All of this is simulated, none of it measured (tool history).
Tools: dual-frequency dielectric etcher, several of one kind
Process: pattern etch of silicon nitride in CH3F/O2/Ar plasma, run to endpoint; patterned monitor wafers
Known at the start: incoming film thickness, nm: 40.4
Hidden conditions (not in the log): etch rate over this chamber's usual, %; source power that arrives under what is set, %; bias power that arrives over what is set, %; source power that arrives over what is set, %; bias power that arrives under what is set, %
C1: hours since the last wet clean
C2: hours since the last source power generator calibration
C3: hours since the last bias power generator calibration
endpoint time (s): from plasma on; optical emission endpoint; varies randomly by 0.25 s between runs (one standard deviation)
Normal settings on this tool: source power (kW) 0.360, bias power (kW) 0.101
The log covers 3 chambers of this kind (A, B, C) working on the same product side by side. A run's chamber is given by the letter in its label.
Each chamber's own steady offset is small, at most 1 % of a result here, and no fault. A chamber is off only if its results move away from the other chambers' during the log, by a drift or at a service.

run 1A hour=15.7 | source_power_(kW)=0.360 bias_power_(kW)=0.101 | C1=135.8 C2=2324.5 C3=1771.7 | endpoint_time_(s)=54.160
run 2B hour=30.2 | source_power_(kW)=0.360 bias_power_(kW)=0.101 | C1=403.0 C2=1777.0 C3=599.0 | endpoint_time_(s)=54.037
run 3C hour=38.9 | source_power_(kW)=0.360 bias_power_(kW)=0.101 | C1=342.0 C2=3237.3 C3=2490.5 | endpoint_time_(s)=54.333
run 4B hour=49.8 | source_power_(kW)=0.360 bias_power_(kW)=0.101 | C1=422.6 C2=1796.6 C3=618.6 | endpoint_time_(s)=53.650
run 5C hour=60.2 | source_power_(kW)=0.360 bias_power_(kW)=0.101 | C1=363.3 C2=3258.6 C3=2511.8 | endpoint_time_(s)=54.332
run 6A hour=74.5 | source_power_(kW)=0.360 bias_power_(kW)=0.101 | C1=194.6 C2=2383.3 C3=1830.5 | endpoint_time_(s)=53.691
run 7B hour=87.1 | source_power_(kW)=0.360 bias_power_(kW)=0.101 | C1=459.9 C2=1833.9 C3=655.9 | endpoint_time_(s)=53.779
run 8C hour=97.9 | source_power_(kW)=0.360 bias_power_(kW)=0.101 | C1=401.0 C2=3296.3 C3=2549.5 | endpoint_time_(s)=54.501
-- hour=101.4 chamber B: wet clean of the chamber
run 9A hour=112.6 | source_power_(kW)=0.360 bias_power_(kW)=0.101 | C1=232.7 C2=2421.4 C3=1868.6 | endpoint_time_(s)=53.531
run 10B hour=126.0 | source_power_(kW)=0.360 bias_power_(kW)=0.101 | C1=24.7 C2=1872.8 C3=694.8 | endpoint_time_(s)=54.177
-- hour=137.6 chamber C: wet clean of the chamber
run 11A hour=141.6 | source_power_(kW)=0.360 bias_power_(kW)=0.101 | C1=261.7 C2=2450.4 C3=1897.6 | endpoint_time_(s)=53.171
run 12C hour=154.1 | source_power_(kW)=0.360 bias_power_(kW)=0.101 | C1=16.5 C2=3352.5 C3=2605.7 | endpoint_time_(s)=54.297
run 13A hour=164.7 | source_power_(kW)=0.360 bias_power_(kW)=0.101 | C1=284.8 C2=2473.5 C3=1920.7 | endpoint_time_(s)=53.995
run 14C hour=179.6 | source_power_(kW)=0.360 bias_power_(kW)=0.101 | C1=42.0 C2=3378.0 C3=2631.2 | endpoint_time_(s)=54.348
run 15B hour=193.1 | source_power_(kW)=0.360 bias_power_(kW)=0.101 | C1=91.8 C2=1939.9 C3=761.9 | endpoint_time_(s)=53.840
run 16B hour=201.5 | source_power_(kW)=0.360 bias_power_(kW)=0.101 | C1=100.2 C2=1948.3 C3=770.3 | endpoint_time_(s)=54.280
run 17C hour=214.5 | source_power_(kW)=0.360 bias_power_(kW)=0.101 | C1=76.9 C2=3412.9 C3=2666.1 | endpoint_time_(s)=54.092
run 18A hour=222.6 | source_power_(kW)=0.360 bias_power_(kW)=0.101 | C1=342.7 C2=2531.4 C3=1978.6 | endpoint_time_(s)=53.750
run 19B hour=231.6 | source_power_(kW)=0.360 bias_power_(kW)=0.101 | C1=130.3 C2=1978.4 C3=800.4 | endpoint_time_(s)=54.433
run 20C hour=241.5 | source_power_(kW)=0.360 bias_power_(kW)=0.101 | C1=103.9 C2=3439.9 C3=2693.1 | endpoint_time_(s)=54.100
run 21A hour=251.4 | source_power_(kW)=0.360 bias_power_(kW)=0.101 | C1=371.5 C2=2560.2 C3=2007.4 | endpoint_time_(s)=53.600
run 22C hour=258.7 | source_power_(kW)=0.360 bias_power_(kW)=0.101 | C1=121.1 C2=3457.1 C3=2710.3 | endpoint_time_(s)=54.425
run 23B hour=266.3 | source_power_(kW)=0.360 bias_power_(kW)=0.101 | C1=165.0 C2=2013.1 C3=835.1 | endpoint_time_(s)=53.774
run 24A hour=274.8 | source_power_(kW)=0.430 bias_power_(kW)=0.093 | C1=394.9 C2=2583.6 C3=2030.8 | endpoint_time_(s)=51.751
run 25A hour=285.2 | source_power_(kW)=0.430 bias_power_(kW)=0.093 | C1=405.3 C2=2594.0 C3=2041.2 | endpoint_time_(s)=51.764
run 26B hour=296.2 | source_power_(kW)=0.430 bias_power_(kW)=0.093 | C1=194.9 C2=2043.0 C3=865.0 | endpoint_time_(s)=51.853

Is one chamber off against the others, does the gauge drift, or is nothing wrong? If a chamber is off, say which, and what the likeliest cause is.

Beyond each chamber's small constant offset nothing stands out, and the gauge stays steady.

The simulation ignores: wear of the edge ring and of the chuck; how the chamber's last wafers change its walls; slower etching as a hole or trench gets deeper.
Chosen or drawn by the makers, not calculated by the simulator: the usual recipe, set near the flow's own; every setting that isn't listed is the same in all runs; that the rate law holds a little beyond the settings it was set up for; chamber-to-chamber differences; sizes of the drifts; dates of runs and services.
